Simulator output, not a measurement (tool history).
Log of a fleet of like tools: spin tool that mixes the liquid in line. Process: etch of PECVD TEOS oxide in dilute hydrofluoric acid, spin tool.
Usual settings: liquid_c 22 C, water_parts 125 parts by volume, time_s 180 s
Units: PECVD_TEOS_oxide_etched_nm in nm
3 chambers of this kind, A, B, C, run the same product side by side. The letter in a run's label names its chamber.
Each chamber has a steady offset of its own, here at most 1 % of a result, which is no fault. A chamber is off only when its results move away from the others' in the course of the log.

run   hour  liquid_c  water_parts  time_s  read-back film thickness of the PECVD TEOS oxide reference wafer, read on the same gauge (nm)  PECVD_TEOS_oxide_etched_nm
 1B   11.2        22          125     180                                                                                         109.99                      17.296
 2C   21.8        22          125     180                                                                                            110                      17.006
 3A   32.5        22          125     180                                                                                            110                       17.47
 4B     42        22          125     180                                                                                         109.99                      17.328
 5A   50.3        22          125     180                                                                                            110                      17.256
 6C   62.1        22          125     180                                                                                            110                      16.941
 7C   77.1        22          125     180                                                                                            110                      16.949
 8B   84.9        22          125     120                                                                                            110                       11.48
 9A   95.4        22          125     120                                                                                         110.01                      11.504
10A  106.5        22          125     120                                                                                            110                      11.508
11B  120.2        22          125     180                                                                                            110                      16.952
12C  127.1        22          125     180                                                                                         109.99                      17.044
13A  138.1        22          125     180                                                                                            110                      17.218
14C    148        22          125     180                                                                                         109.99                      17.053
15B  158.5        22          125     235                                                                                         110.02                      22.165
     165.5  -- chamber A: hydrofluoric acid flow meter replaced
16A  169.4        22          125     235                                                                                            110                      22.659
17B  184.6        22          125     235                                                                                         110.01                        21.8
18C  194.6      24.5          125     105                                                                                            110                      10.983
19A  208.5      24.5          125     105                                                                                            110                      11.121
20C  217.5      24.5          125     105                                                                                         110.01                      10.995
21B  225.2        22          125     180                                                                                         110.01                      16.532
22B    239        22          125     180                                                                                            110                      16.473
23A  248.6        22          125     180                                                                                            110                      17.186
24C  262.4        22          125     180                                                                                         109.99                       17.03
25C  272.5        22          125     180                                                                                         109.99                      17.244

All 3 chambers run these settings next. Forecast each chamber's results:
26A  283.5        22          125     180                                                                                                                          ?
26B  283.5        22          125     180                                                                                                                          ?
26C  283.5        22          125     180                                                                                                                          ?

run  PECVD_TEOS_oxide_etched_nm
26A                        17.3
26B                      16.342
26C                      17.033

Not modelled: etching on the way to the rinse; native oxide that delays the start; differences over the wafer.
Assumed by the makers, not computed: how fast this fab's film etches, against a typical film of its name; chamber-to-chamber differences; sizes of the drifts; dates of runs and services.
